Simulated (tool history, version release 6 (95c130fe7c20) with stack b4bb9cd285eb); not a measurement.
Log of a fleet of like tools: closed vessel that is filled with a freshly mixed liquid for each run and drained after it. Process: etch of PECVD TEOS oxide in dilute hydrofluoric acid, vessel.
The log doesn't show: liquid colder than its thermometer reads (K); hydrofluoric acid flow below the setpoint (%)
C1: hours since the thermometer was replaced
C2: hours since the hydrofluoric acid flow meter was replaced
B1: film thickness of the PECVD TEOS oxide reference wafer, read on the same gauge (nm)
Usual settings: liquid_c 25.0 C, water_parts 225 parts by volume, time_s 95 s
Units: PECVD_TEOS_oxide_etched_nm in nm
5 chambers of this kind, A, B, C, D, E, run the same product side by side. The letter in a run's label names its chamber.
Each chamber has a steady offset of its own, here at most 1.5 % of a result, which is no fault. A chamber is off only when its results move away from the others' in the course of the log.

Run 1B, day 0.196: usual settings; C1 212.2; C2 1057.0; B1 40.015. Result: PECVD_TEOS_oxide_etched_nm 5.4269 nm.
Run 2C, day 0.354: usual settings; C1 2131.0; C2 1832.0; B1 40.014. Result: PECVD_TEOS_oxide_etched_nm 5.4283 nm.
Run 3A, day 0.479: usual settings; C1 159.0; C2 332.2; B1 39.999. Result: PECVD_TEOS_oxide_etched_nm 5.4345 nm.
Run 4E, day 0.725: usual settings; C1 942.2; C2 336.8; B1 39.985. Result: PECVD_TEOS_oxide_etched_nm 5.2802 nm.
Run 5D, day 0.967: usual settings; C1 221.3; C2 101.9; B1 40.015. Result: PECVD_TEOS_oxide_etched_nm 5.4294 nm.
Run 6A, day 1.125: usual settings; C1 174.5; C2 347.7; B1 39.992. Result: PECVD_TEOS_oxide_etched_nm 5.4063 nm.
Run 7E, day 1.296: usual settings but water_parts 145 parts by volume, time_s 130 s; C1 955.9; C2 350.5; B1 40.030. Result: PECVD_TEOS_oxide_etched_nm 12.2480 nm.
Run 8D, day 1.400: usual settings but water_parts 145 parts by volume, time_s 130 s; C1 231.7; C2 112.3; B1 39.967. Result: PECVD_TEOS_oxide_etched_nm 12.4460 nm.
Run 9B, day 1.596: usual settings but water_parts 145 parts by volume, time_s 130 s; C1 245.8; C2 1090.6; B1 40.017. Result: PECVD_TEOS_oxide_etched_nm 12.6330 nm.
Run 10C, day 1.825: usual settings but water_parts 145 parts by volume, time_s 130 s; C1 2166.3; C2 1867.3; B1 39.984. Result: PECVD_TEOS_oxide_etched_nm 12.6550 nm.
Run 11E, day 1.946: usual settings but water_parts 145 parts by volume, time_s 130 s; C1 971.5; C2 366.1; B1 40.027. Result: PECVD_TEOS_oxide_etched_nm 12.2250 nm.
Run 12A, day 2.121: usual settings; C1 198.4; C2 371.6; B1 39.999. Result: PECVD_TEOS_oxide_etched_nm 5.4530 nm.
Run 13D, day 2.296: usual settings; C1 253.2; C2 133.8; B1 40.034. Result: PECVD_TEOS_oxide_etched_nm 5.4239 nm.
Run 14C, day 2.433: usual settings; C1 2180.9; C2 1881.9; B1 39.993. Result: PECVD_TEOS_oxide_etched_nm 5.4382 nm.
Run 15B, day 2.579: usual settings but liquid_c 23.5 C, time_s 80 s; C1 269.4; C2 1114.2; B1 39.994. Result: PECVD_TEOS_oxide_etched_nm 4.2962 nm.
Run 16D, day 2.708: usual settings but liquid_c 23.5 C, time_s 80 s; C1 263.1; C2 143.7; B1 39.991. Result: PECVD_TEOS_oxide_etched_nm 4.2641 nm.
Run 17E, day 2.838: usual settings but liquid_c 23.5 C, time_s 80 s; C1 992.9; C2 387.5; B1 39.962. Result: PECVD_TEOS_oxide_etched_nm 4.2193 nm.
Run 18A, day 2.988: usual settings but liquid_c 23.5 C, time_s 80 s; C1 219.2; C2 392.4; B1 39.993. Result: PECVD_TEOS_oxide_etched_nm 4.2526 nm.
Run 19B, day 3.171: usual settings but liquid_c 23.5 C, time_s 80 s; C1 283.6; C2 1128.4; B1 40.000. Result: PECVD_TEOS_oxide_etched_nm 4.3760 nm.
Run 20C, day 3.321: usual settings; C1 2202.2; C2 1903.2; B1 40.028. Result: PECVD_TEOS_oxide_etched_nm 5.3204 nm.
Run 21A, day 3.433: usual settings; C1 229.9; C2 403.1; B1 39.982. Result: PECVD_TEOS_oxide_etched_nm 5.2244 nm.
Run 22C, day 3.671: usual settings; C1 2210.6; C2 1911.6; B1 40.016. Result: PECVD_TEOS_oxide_etched_nm 5.4147 nm.
Run 23D, day 3.804: usual settings; C1 289.4; C2 170.0; B1 39.987. Result: PECVD_TEOS_oxide_etched_nm 5.3183 nm.
At day 3.808: chamber B: hydrofluoric acid flow meter replaced.
Run 24E, day 4.004: usual settings; C1 1020.9; C2 415.5; B1 40.004. Result: PECVD_TEOS_oxide_etched_nm 5.3845 nm.
Run 25B, day 4.192: usual settings; C1 308.1; C2 9.2; B1 40.004. Result: PECVD_TEOS_oxide_etched_nm 5.4756 nm.
Run 26A, day 4.338: usual settings; C1 251.6; C2 424.8; B1 40.023. Result: PECVD_TEOS_oxide_etched_nm 5.1435 nm.
Run 27C, day 4.488: usual settings; C1 2230.2; C2 1931.2; B1 39.976. Result: PECVD_TEOS_oxide_etched_nm 5.3760 nm.
Run 28D, day 4.679: usual settings; C1 310.4; C2 191.0; B1 40.018. Result: PECVD_TEOS_oxide_etched_nm 5.3721 nm.
At day 4.754: chamber C: thermometer replaced.
Run 29B, day 4.812: usual settings; C1 323.0; C2 24.1; B1 39.964. Result: PECVD_TEOS_oxide_etched_nm 5.5336 nm.
Run 30E, day 4.958: usual settings; C1 1043.8; C2 438.4; B1 39.977. Result: PECVD_TEOS_oxide_etched_nm 5.2999 nm.
Run 31E, day 5.188: usual settings; C1 1049.3; C2 443.9; B1 39.987. Result: PECVD_TEOS_oxide_etched_nm 5.3042 nm.
Run 32C, day 5.412: usual settings; C1 15.9; C2 1953.4; B1 40.011. Result: PECVD_TEOS_oxide_etched_nm 5.3566 nm.
Run 33B, day 5.575: usual settings; C1 341.3; C2 42.4; B1 39.989. Result: PECVD_TEOS_oxide_etched_nm 5.4200 nm.
Run 34D, day 5.750: usual settings; C1 336.1; C2 216.7; B1 39.988. Result: PECVD_TEOS_oxide_etched_nm 5.3484 nm.
Run 35A, day 5.862: usual settings; C1 288.2; C2 461.4; B1 40.014. Result: PECVD_TEOS_oxide_etched_nm 5.0009 nm.
Run 36E, day 5.975: usual settings; C1 1068.2; C2 462.8; B1 40.032. Result: PECVD_TEOS_oxide_etched_nm 5.2912 nm.
Run 37D, day 6.158: usual settings but water_parts 315 parts by volume, time_s 130 s; C1 345.9; C2 226.5; B1 40.004. Result: PECVD_TEOS_oxide_etched_nm 4.7808 nm.
Run 38B, day 6.367: usual settings but water_parts 315 parts by volume, time_s 130 s; C1 360.3; C2 61.4; B1 40.026. Result: PECVD_TEOS_oxide_etched_nm 4.8597 nm.
Run 39C, day 6.550: usual settings but water_parts 315 parts by volume, time_s 130 s; C1 43.2; C2 1980.7; B1 40.011. Result: PECVD_TEOS_oxide_etched_nm 4.7624 nm.
Run 40A, day 6.700: usual settings but water_parts 315 parts by volume, time_s 130 s; C1 308.3; C2 481.5; B1 40.004. Result: PECVD_TEOS_oxide_etched_nm 4.4874 nm.

All 5 chambers run these settings next. Forecast each chamber's results:
Run 41A, day 6.875: usual settings. Result: PECVD_TEOS_oxide_etched_nm ?.
Run 41B, day 6.875: usual settings. Result: PECVD_TEOS_oxide_etched_nm ?.
Run 41C, day 6.875: usual settings. Result: PECVD_TEOS_oxide_etched_nm ?.
Run 41D, day 6.875: usual settings. Result: PECVD_TEOS_oxide_etched_nm ?.
Run 41E, day 6.875: usual settings. Result: PECVD_TEOS_oxide_etched_nm ?.

run  PECVD_TEOS_oxide_etched_nm
41A                      4.9841
41B                      5.4741
41C                      5.4118
41D                      5.4279
41E                      5.3436

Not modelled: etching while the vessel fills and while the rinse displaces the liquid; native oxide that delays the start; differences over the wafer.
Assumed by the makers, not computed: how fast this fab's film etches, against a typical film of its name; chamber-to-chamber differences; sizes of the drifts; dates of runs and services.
